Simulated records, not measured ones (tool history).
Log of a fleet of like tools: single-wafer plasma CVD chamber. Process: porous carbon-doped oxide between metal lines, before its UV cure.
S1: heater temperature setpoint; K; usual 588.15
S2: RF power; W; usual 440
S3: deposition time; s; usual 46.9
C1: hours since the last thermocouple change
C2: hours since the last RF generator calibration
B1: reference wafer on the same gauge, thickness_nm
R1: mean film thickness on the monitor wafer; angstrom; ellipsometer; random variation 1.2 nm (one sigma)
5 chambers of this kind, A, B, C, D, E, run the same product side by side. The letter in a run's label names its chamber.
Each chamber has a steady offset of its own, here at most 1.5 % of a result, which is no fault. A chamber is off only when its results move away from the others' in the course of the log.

run,hour,S1,S2,S3,C1,C2,B1,R1
1A,7.6,588.15,440,46.9,192.0,1009.3,188.10,2095.1
2D,17.6,588.15,440,46.9,2449.9,495.9,187.74,2137.4
3C,25.9,588.15,440,46.9,770.3,249.1,188.11,2096.1
4B,37.7,588.15,440,46.9,151.3,1671.3,187.91,2099.6
5E,48.7,588.15,440,46.9,809.4,128.8,188.03,2092.9
6D,58.8,588.15,440,46.9,2491.1,537.1,188.12,2147.2
7E,65.7,588.15,440,46.9,826.4,145.8,188.09,2075.8
8A,77.2,588.15,390,50.8,261.6,1078.9,188.01,2056.4
# hour 77.8: chamber D: thermocouple changed; heater temperature recalibrated
9C,83.3,588.15,390,50.8,827.7,306.5,188.13,2046.2
10B,93.6,588.15,390,50.8,207.2,1727.2,188.12,2071.7
11B,100.6,588.15,390,50.8,214.2,1734.2,187.95,2078.7
12A,110.8,588.15,390,50.8,295.2,1112.5,187.87,2076.9
13D,123.1,588.15,440,46.9,45.3,601.4,187.87,2122.9
14E,134.8,588.15,440,46.9,895.5,214.9,187.77,2085.2
15C,142.7,588.15,440,46.9,887.1,365.9,187.98,2097.9
16B,149.8,588.15,440,46.9,263.4,1783.4,187.94,2076.2
17D,159.8,588.15,440,46.9,82.0,638.1,187.96,2138.3
18E,167.8,588.15,440,46.9,928.5,247.9,187.95,2078.1
19A,176.4,588.15,440,46.9,360.8,1178.1,187.98,2071.1
20C,186.0,582.15,475,46.9,930.4,409.2,188.02,2300.6
21D,194.9,582.15,475,46.9,117.1,673.2,188.15,2333.9
22E,207.2,582.15,475,46.9,967.9,287.3,187.73,2276.1
23C,214.8,582.15,475,46.9,959.2,438.0,188.05,2300.0
24A,226.1,582.15,475,46.9,410.5,1227.8,187.90,2260.7
25B,235.4,588.15,440,46.9,349.0,1869.0,187.95,2120.6
26C,242.3,588.15,440,46.9,986.7,465.5,187.94,2099.9
27A,253.9,588.15,440,46.9,438.3,1255.6,187.98,2075.4
28B,262.4,588.15,440,46.9,376.0,1896.0,188.01,2100.8
29D,269.9,588.15,390,46.9,192.1,748.2,187.97,1938.3
30E,279.1,588.15,390,46.9,1039.8,359.2,187.85,1893.2
31B,284.8,588.15,390,46.9,398.4,1918.4,188.06,1925.4
32A,296.8,588.15,390,46.9,481.2,1298.5,187.96,1852.8
33C,306.7,588.15,390,46.9,1051.1,529.9,188.24,1877.2
34E,316.9,588.15,440,46.9,1077.6,397.0,187.89,2079.2
35D,325.3,588.15,440,46.9,247.5,803.6,187.86,2146.2
36B,334.7,588.15,440,46.9,448.3,1968.3,188.19,2115.3
37D,346.7,588.15,440,46.9,268.9,825.0,188.04,2137.1
38E,357.3,588.15,440,46.9,1118.0,437.4,188.08,2087.6
39C,364.1,588.15,440,46.9,1108.5,587.3,187.96,2103.4
40A,371.3,588.15,440,46.9,555.7,1373.0,188.07,1977.2
41A,382.8,588.15,440,46.9,567.2,1384.5,188.26,1984.5
42B,395.1,596.15,440,41.8,508.7,2028.7,188.11,1804.7
43D,406.3,596.15,440,41.8,328.5,884.6,187.98,1823.8
44E,417.6,596.15,440,41.8,1178.3,497.7,188.01,1793.1

What goes on in this fleet: one chamber off, a drifting gauge, or nothing beyond the chambers' own small offsets? Name the chamber and the cause, if any.

Chamber A drifts away from the others.
Cause: delivered RF power below the setpoint (%) = 8.26.

Here are 4 candidates for chamber A's next run, each the usual settings with a change, their results left as question marks. Which one brings its results back in line with what the others give on the usual settings?
In line means no further than this from the other chambers' mean on the usual settings: R1 43.0 angstrom
45A-1,426.4,567.15,440,46.9,,,,?
45A-2,426.4,591.15,440,42.2,,,,?
45A-3,426.4,575.15,440,46.9,,,,?
45A-4,426.4,588.15,440,43.7,,,,?

The other chambers' mean on the usual settings: R1 2102.0 angstrom
run,R1
45A-1,2205.7
45A-2,1741.7
45A-3,2105.5
45A-4,1830.5
45A-3 brings the chamber back in line.
